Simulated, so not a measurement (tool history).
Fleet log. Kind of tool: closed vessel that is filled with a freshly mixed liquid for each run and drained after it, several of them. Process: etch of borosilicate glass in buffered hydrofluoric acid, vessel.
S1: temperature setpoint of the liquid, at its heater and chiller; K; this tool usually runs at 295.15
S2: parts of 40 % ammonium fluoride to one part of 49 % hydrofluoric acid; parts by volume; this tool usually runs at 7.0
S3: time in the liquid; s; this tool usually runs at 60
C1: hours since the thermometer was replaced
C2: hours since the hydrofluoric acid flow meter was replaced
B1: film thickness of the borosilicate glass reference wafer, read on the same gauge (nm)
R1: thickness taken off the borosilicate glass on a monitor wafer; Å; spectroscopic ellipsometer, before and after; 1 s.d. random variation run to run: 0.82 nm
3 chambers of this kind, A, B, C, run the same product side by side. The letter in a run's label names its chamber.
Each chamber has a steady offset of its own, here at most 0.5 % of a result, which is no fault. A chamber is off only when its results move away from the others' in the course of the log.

| run | hour | S1 | S2 | S3 | C1 | C2 | B1 | R1 |
|---|---|---|---|---|---|---|---|---|
| 1A | 8.3 | 295.15 | 7.0 | 60 | 1506.7 | 714.7 | 129.98 | 926.13 |
|  | 17.6 | chamber B: thermometer replaced |
| 2C | 23.3 | 295.15 | 7.0 | 60 | 484.3 | 115.2 | 129.99 | 950.02 |
| 3B | 31.7 | 295.15 | 7.0 | 60 | 14.2 | 1095.2 | 129.99 | 933.43 |
| 4B | 45.8 | 295.15 | 7.0 | 60 | 28.3 | 1109.3 | 130.00 | 938.07 |
| 5A | 61.0 | 299.15 | 7.0 | 90 | 1559.4 | 767.4 | 130.00 | 1738.00 |
| 6C | 74.9 | 299.15 | 7.0 | 90 | 535.9 | 166.8 | 129.99 | 1712.60 |
| 7B | 86.9 | 299.15 | 7.0 | 90 | 69.4 | 1150.4 | 130.02 | 1756.70 |
| 8C | 101.9 | 295.15 | 7.0 | 60 | 562.9 | 193.8 | 130.02 | 929.39 |
| 9A | 116.3 | 295.15 | 7.0 | 60 | 1614.7 | 822.7 | 130.00 | 941.57 |
| 10C | 131.9 | 295.15 | 7.0 | 60 | 592.9 | 223.8 | 129.99 | 939.04 |
| 11A | 146.4 | 295.15 | 7.0 | 60 | 1644.8 | 852.8 | 130.01 | 932.69 |
| 12B | 153.7 | 295.15 | 9.5 | 75 | 136.2 | 1217.2 | 130.00 | 856.84 |
| 13C | 163.7 | 295.15 | 9.5 | 75 | 624.7 | 255.6 | 130.01 | 858.04 |
| 14B | 174.8 | 295.15 | 9.5 | 75 | 157.3 | 1238.3 | 129.98 | 866.45 |
| 15A | 186.2 | 295.15 | 7.0 | 60 | 1684.6 | 892.6 | 130.00 | 939.55 |
| 16B | 196.5 | 295.15 | 7.0 | 60 | 179.0 | 1260.0 | 130.00 | 964.37 |
|  | 199.3 | chamber C: thermometer replaced |
| 17C | 211.1 | 295.15 | 7.0 | 60 | 11.8 | 303.0 | 130.00 | 940.48 |
| 18A | 224.2 | 295.15 | 7.0 | 60 | 1722.6 | 930.6 | 129.98 | 924.79 |
| 19B | 235.4 | 295.15 | 7.0 | 60 | 217.9 | 1298.9 | 130.02 | 981.44 |
| 20C | 244.5 | 298.15 | 7.0 | 60 | 45.2 | 336.4 | 130.01 | 1115.80 |
| 21A | 259.3 | 298.15 | 7.0 | 60 | 1757.7 | 965.7 | 130.02 | 1111.60 |
| 22C | 274.4 | 298.15 | 7.0 | 60 | 75.1 | 366.3 | 130.00 | 1103.00 |
| 23A | 286.0 | 295.15 | 7.0 | 60 | 1784.4 | 992.4 | 130.01 | 940.58 |
| 24B | 294.2 | 295.15 | 7.0 | 60 | 276.7 | 1357.7 | 129.98 | 991.84 |
| 25A | 308.8 | 295.15 | 7.0 | 60 | 1807.2 | 1015.2 | 130.02 | 932.82 |
| 26B | 316.4 | 295.15 | 7.0 | 60 | 298.9 | 1379.9 | 129.98 | 982.04 |
| 27C | 327.4 | 295.15 | 7.0 | 60 | 128.1 | 419.3 | 130.03 | 947.80 |
| 28A | 336.8 | 295.15 | 7.0 | 60 | 1835.2 | 1043.2 | 129.97 | 937.56 |

Predict what each chamber gives when all 3 of them run the settings below next.
| 29A | 348.0 | 295.15 | 7.0 | 60 |  |  |  | ? |
| 29B | 348.0 | 295.15 | 7.0 | 60 |  |  |  | ? |
| 29C | 348.0 | 295.15 | 7.0 | 60 |  |  |  | ? |

| run | R1 |
|---|---|
| 29A | 923.94 |
| 29B | 1003.60 |
| 29C | 932.05 |
